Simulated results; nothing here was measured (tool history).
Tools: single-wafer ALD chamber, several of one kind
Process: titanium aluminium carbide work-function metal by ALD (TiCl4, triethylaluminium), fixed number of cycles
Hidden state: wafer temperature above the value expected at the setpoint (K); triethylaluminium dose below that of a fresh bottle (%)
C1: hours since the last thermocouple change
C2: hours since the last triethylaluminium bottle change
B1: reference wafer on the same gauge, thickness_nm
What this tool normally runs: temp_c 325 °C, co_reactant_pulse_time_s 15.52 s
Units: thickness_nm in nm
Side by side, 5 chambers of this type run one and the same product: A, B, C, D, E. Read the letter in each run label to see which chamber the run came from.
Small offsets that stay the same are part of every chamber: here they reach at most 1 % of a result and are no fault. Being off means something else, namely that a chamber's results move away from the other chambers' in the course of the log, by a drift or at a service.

Run 1E, hour 10.7: usual settings; C1 1773.5; C2 384.8; B1 2.2189. Result: thickness_nm 2.2658 nm.
Run 2D, hour 20.0: usual settings; C1 1274.6; C2 500.3; B1 2.2194. Result: thickness_nm 2.2705 nm.
Run 3C, hour 29.0: usual settings; C1 875.9; C2 733.7; B1 2.2210. Result: thickness_nm 2.2841 nm.
Run 4B, hour 35.2: usual settings; C1 876.0; C2 73.1; B1 2.2188. Result: thickness_nm 2.3062 nm.
Run 5A, hour 45.8: usual settings; C1 1226.2; C2 784.0; B1 2.2202. Result: thickness_nm 2.2772 nm.
Run 6B, hour 51.7: usual settings; C1 892.5; C2 89.6; B1 2.2205. Result: thickness_nm 2.2934 nm.
Run 7A, hour 58.2: usual settings; C1 1238.6; C2 796.4; B1 2.2209. Result: thickness_nm 2.2727 nm.
Run 8E, hour 66.2: usual settings; C1 1829.0; C2 440.3; B1 2.2204. Result: thickness_nm 2.2629 nm.
Run 9D, hour 73.7: usual settings; C1 1328.3; C2 554.0; B1 2.2209. Result: thickness_nm 2.2536 nm.
Run 10C, hour 84.1: usual settings; C1 931.0; C2 788.8; B1 2.2184. Result: thickness_nm 2.3044 nm.
Run 11C, hour 90.5: usual settings; C1 937.4; C2 795.2; B1 2.2193. Result: thickness_nm 2.2817 nm.
Run 12A, hour 102.3: usual settings; C1 1282.7; C2 840.5; B1 2.2161. Result: thickness_nm 2.2731 nm.
At hour 102.6: chamber E: thermocouple changed; heater temperature recalibrated.
Run 13B, hour 112.7: usual settings; C1 953.5; C2 150.6; B1 2.2183. Result: thickness_nm 2.2853 nm.
Run 14E, hour 121.4: usual settings; C1 18.9; C2 495.5; B1 2.2220. Result: thickness_nm 2.2911 nm.
At hour 126.9: chamber D: triethylaluminium bottle replaced.
Run 15D, hour 129.8: usual settings; C1 1384.4; C2 2.9; B1 2.2186. Result: thickness_nm 2.2626 nm.
Run 16B, hour 140.2: usual settings; C1 981.0; C2 178.1; B1 2.2225. Result: thickness_nm 2.2756 nm.
Run 17E, hour 150.4: usual settings; C1 47.9; C2 524.5; B1 2.2206. Result: thickness_nm 2.2891 nm.
Run 18C, hour 158.1: usual settings; C1 1005.0; C2 862.8; B1 2.2237. Result: thickness_nm 2.2535 nm.
Run 19D, hour 169.9: usual settings; C1 1424.5; C2 43.0; B1 2.2215. Result: thickness_nm 2.2591 nm.
At hour 178.3: chamber A: thermocouple changed; heater temperature recalibrated.
Run 20A, hour 179.2: usual settings; C1 0.9; C2 917.4; B1 2.2199. Result: thickness_nm 2.2669 nm.
Run 21C, hour 186.8: usual settings; C1 1033.7; C2 891.5; B1 2.2194. Result: thickness_nm 2.2739 nm.
Run 22B, hour 192.4: usual settings but temp_c 339 °C, co_reactant_pulse_time_s 19.96 s; C1 1033.2; C2 230.3; B1 2.2234. Result: thickness_nm 2.4156 nm.
At hour 202.4: chamber D: thermocouple changed; heater temperature recalibrated.
Run 23D, hour 203.3: usual settings but temp_c 339 °C, co_reactant_pulse_time_s 19.96 s; C1 1.0; C2 76.4; B1 2.2175. Result: thickness_nm 2.4083 nm.
Run 24E, hour 211.8: usual settings but temp_c 339 °C, co_reactant_pulse_time_s 19.96 s; C1 109.3; C2 585.9; B1 2.2203. Result: thickness_nm 2.4042 nm.
Run 25A, hour 223.0: usual settings but temp_c 339 °C, co_reactant_pulse_time_s 19.96 s; C1 44.7; C2 961.2; B1 2.2213. Result: thickness_nm 2.4164 nm.
Run 26E, hour 233.3: usual settings but temp_c 339 °C, co_reactant_pulse_time_s 19.96 s; C1 130.8; C2 607.4; B1 2.2203. Result: thickness_nm 2.4420 nm.
Run 27D, hour 243.6: usual settings; C1 41.3; C2 116.7; B1 2.2154. Result: thickness_nm 2.2701 nm.
Run 28C, hour 249.5: usual settings; C1 1096.4; C2 954.2; B1 2.2200. Result: thickness_nm 2.2736 nm.
Run 29B, hour 257.4: usual settings; C1 1098.2; C2 295.3; B1 2.2192. Result: thickness_nm 2.2828 nm.
Run 30A, hour 265.4: usual settings but co_reactant_pulse_time_s 11.08 s; C1 87.1; C2 1003.6; B1 2.2171. Result: thickness_nm 2.2140 nm.
Run 31E, hour 276.0: usual settings but co_reactant_pulse_time_s 11.08 s; C1 173.5; C2 650.1; B1 2.2229. Result: thickness_nm 2.2350 nm.
Run 32A, hour 284.2: usual settings but co_reactant_pulse_time_s 11.08 s; C1 105.9; C2 1022.4; B1 2.2201. Result: thickness_nm 2.2393 nm.
Run 33C, hour 291.3: usual settings but co_reactant_pulse_time_s 11.08 s; C1 1138.2; C2 996.0; B1 2.2229. Result: thickness_nm 2.2545 nm.
Run 34D, hour 301.3: usual settings but co_reactant_pulse_time_s 11.08 s; C1 99.0; C2 174.4; B1 2.2182. Result: thickness_nm 2.2195 nm.
Run 35B, hour 310.5: usual settings; C1 1151.3; C2 348.4; B1 2.2237. Result: thickness_nm 2.3042 nm.

All 5 chambers run these settings next. Forecast each chamber's results:
Run 36A, hour 319.1: usual settings. Result: thickness_nm ?.
Run 36B, hour 319.1: usual settings. Result: thickness_nm ?.
Run 36C, hour 319.1: usual settings. Result: thickness_nm ?.
Run 36D, hour 319.1: usual settings. Result: thickness_nm ?.
Run 36E, hour 319.1: usual settings. Result: thickness_nm ?.

run  thickness_nm
36A        2.2967
36B        2.2711
36C        2.2801
36D        2.2590
36E        2.2770
